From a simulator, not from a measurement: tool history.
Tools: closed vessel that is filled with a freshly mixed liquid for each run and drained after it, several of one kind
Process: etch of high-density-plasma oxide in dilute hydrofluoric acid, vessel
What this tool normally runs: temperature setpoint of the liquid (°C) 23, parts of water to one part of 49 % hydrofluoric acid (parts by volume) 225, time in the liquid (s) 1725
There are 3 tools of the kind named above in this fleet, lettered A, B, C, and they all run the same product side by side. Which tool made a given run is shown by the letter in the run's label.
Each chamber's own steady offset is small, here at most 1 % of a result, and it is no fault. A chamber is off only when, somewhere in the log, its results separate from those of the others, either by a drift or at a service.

run,hour,temperature setpoint of the liquid (°C),parts of water to one part of 49 % hydrofluoric acid (parts by volume),time in the liquid (s),hours since the thermometer was replaced,hours since the hydrofluoric acid flow meter was replaced,"read-back film thickness of the high-density-plasma oxide reference wafer, read on the same gauge (nm)",thickness taken off the high-density-plasma oxide on a monitor wafer (angstrom)
1A,4.2,23,225,1725,1496.9,498.3,39.983,352.58
2C,9.2,23,225,1725,711.5,371.3,39.987,354.44
3B,14.3,23,225,1725,34.3,898.9,39.982,359.22
4A,16.9,23,225,1725,1509.6,511.0,40.012,354.48
5C,21.4,23,225,1725,723.7,383.5,40.006,355.27
6B,27.0,23,225,1725,47.0,911.6,40.003,350.02
7C,31.0,23,225,1725,733.3,393.1,40.008,358.98
8B,35.2,23,120,1725,55.2,919.8,39.977,739.83
9A,39.5,23,120,1725,1532.2,533.6,39.966,769.03
10A,42.6,23,120,1725,1535.3,536.7,40.032,754.98
11C,46.5,23,225,1725,748.8,408.6,40.001,365.75
12B,49.8,23,225,1725,69.8,934.4,39.974,345.19
13A,54.9,23,225,1725,1547.6,549.0,40.007,361.01
14B,57.9,23,225,1725,77.9,942.5,39.990,341.94
15C,60.5,23,225,1725,762.8,422.6,39.978,362.47
16C,63.7,23,225,1725,766.0,425.8,39.992,353.95
17B,68.8,23,225,1725,88.8,953.4,39.992,337.26
18A,71.5,23,225,1725,1564.2,565.6,40.003,358.81
19C,76.3,23,225,1725,778.6,438.4,40.015,362.39
20A,79.4,23,225,1725,1572.1,573.5,40.010,356.22
21B,83.7,23,225,1725,103.7,968.3,40.003,332.97

Next, every chamber runs the same settings. What will each give?
22A,87.6,23,225,1725,,,,?
22B,87.6,23,225,1725,,,,?
22C,87.6,23,225,1725,,,,?

run,thickness taken off the high-density-plasma oxide on a monitor wafer (angstrom)
22A,356.50
22B,324.71
22C,359.78
